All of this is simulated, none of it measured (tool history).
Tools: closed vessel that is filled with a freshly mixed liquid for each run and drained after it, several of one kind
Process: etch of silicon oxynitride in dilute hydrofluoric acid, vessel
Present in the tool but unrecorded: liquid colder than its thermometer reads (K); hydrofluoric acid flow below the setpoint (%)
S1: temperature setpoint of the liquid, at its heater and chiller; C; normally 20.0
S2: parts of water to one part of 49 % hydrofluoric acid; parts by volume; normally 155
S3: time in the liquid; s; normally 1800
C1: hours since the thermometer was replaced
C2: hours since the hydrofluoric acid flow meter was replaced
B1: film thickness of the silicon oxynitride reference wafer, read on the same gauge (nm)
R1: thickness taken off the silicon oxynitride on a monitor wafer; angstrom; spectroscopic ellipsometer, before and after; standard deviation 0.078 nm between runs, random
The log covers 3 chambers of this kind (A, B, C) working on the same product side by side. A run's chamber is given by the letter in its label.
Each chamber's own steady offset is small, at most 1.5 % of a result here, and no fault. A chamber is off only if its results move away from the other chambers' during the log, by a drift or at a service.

run    day    S1   S2    S3      C1     C2      B1      R1
 1C  0.192  20.0  155  1800  1608.1  331.2  140.00  231.07
 2B  0.367  20.0  155  1800  1026.7  841.2  139.99  228.64
 3A  0.554  20.0  155  1800   544.4  282.3  139.99  233.87
 4C  0.733  20.0  155  1800  1621.1  344.2  140.03  230.60
 5B  0.888  20.0  155  1800  1039.2  853.7  139.97  228.62
 6A  1.042  20.0  155  1800   556.1  294.0  140.01  234.74
 7C  1.179  20.0  155  1800  1631.8  354.9  140.00  230.40
 8B  1.304  20.0  155  1800  1049.2  863.7  140.01  229.59
 9A  1.538  23.5  155  1180   568.0  305.9  140.00  180.84
10B  1.667  23.5  155  1180  1057.9  872.4  139.98  175.62
11C  1.796  23.5  155  1180  1646.6  369.7  139.99  178.08
12A  1.938  20.0  155  1800   577.6  315.5  139.99  232.59
     2.025  -- chamber C: thermometer replaced
13A  2.071  20.0  155  1800   580.8  318.7  140.00  234.01
14B  2.246  23.0  230  1800  1071.8  886.3  139.99  168.50
15C  2.467  23.0  230  1800    10.7  385.8  140.02  168.87
16B  2.575  23.0  230  1800  1079.7  894.2  139.99  168.57
17C  2.754  20.0  195  1800    17.6  392.7  139.98  177.40
18A  2.946  20.0  195  1800   601.8  339.7  139.99  181.52
19B  3.183  20.0  195  1800  1094.3  908.8  140.01  176.72
20C  3.383  20.0  155  1800    32.7  407.8  140.02  230.49
21A  3.558  20.0  190  1800   616.5  354.4  140.00  187.26
22B  3.700  20.0  190  1800  1106.7  921.2  140.00  181.67
23C  3.875  20.0  190  1800    44.5  419.6  139.99  183.00
24A  4.100  20.0  155  1800   629.5  367.4  140.00  231.87
25B  4.254  20.0  155  1800  1120.0  934.5  140.01  227.14
26A  4.388  20.0  155  1800   636.4  374.3  139.99  234.49
27C  4.492  20.0  155  1800    59.3  434.4  140.01  229.88
28A  4.671  20.0  155  1800   643.2  381.1  139.99  233.61
29B  4.817  20.0  155  1800  1133.5  948.0  140.01  226.35
30C  4.971  20.0  155  1800    70.8  445.9  140.01  229.55
31C  5.092  20.0  155  1800    73.7  448.8  139.98  229.07
32B  5.208  20.0  155  1800  1142.9  957.4  140.00  226.56
33A  5.321  20.0  155  1800   658.8  396.7  139.98  234.21
34B  5.504  20.0  155  1800  1150.0  964.5  140.01  226.19
35C  5.650  20.0  155  1800    87.1  462.2  140.00  230.50
36A  5.796  20.0  155  2710   670.2  408.1  139.98  350.28
37C  5.938  20.0  155  2710    94.0  469.1  139.98  344.32
38A  6.075  20.0  155  2710   676.9  414.8  140.00  352.56
39B  6.275  20.0  155  1800  1168.5  983.0  140.02  223.67
40B  6.458  20.0  155  1800  1172.9  987.4  140.00  225.99

Decide between three cases: one chamber stands off from its peers, the gauge reading all wafers drifts, or nothing is wrong past each chamber's small offset. Where a chamber is off, say which and what most likely put it there.

It is chamber B that slowly wanders off from its peers.
Most likely cause: hydrofluoric acid flow below the setpoint (%) = 1.65.
It could be hard to tell apart here from: liquid colder than its thermometer reads (K).

Chamber B could run next with any of the 4 candidate recipes listed below; each alters the usual settings, and their results appear as question marks. Which one brings its results back in line with what the other chambers deliver on the usual settings?
In line means no further than this from the other chambers' mean on the usual settings: R1 2.70 angstrom
41B-1  6.629  20.0  155  1850               ?
41B-2  6.629  20.0  160  1755               ?
41B-3  6.629  20.0  150  1845               ?
41B-4  6.629  20.0  160  1800               ?

On the usual settings, the other chambers give on average: R1 231.95 angstrom
  run      R1
41B-1  231.29
41B-2  211.95
41B-3  239.06
41B-4  217.38
41B-1 brings the chamber back in line.
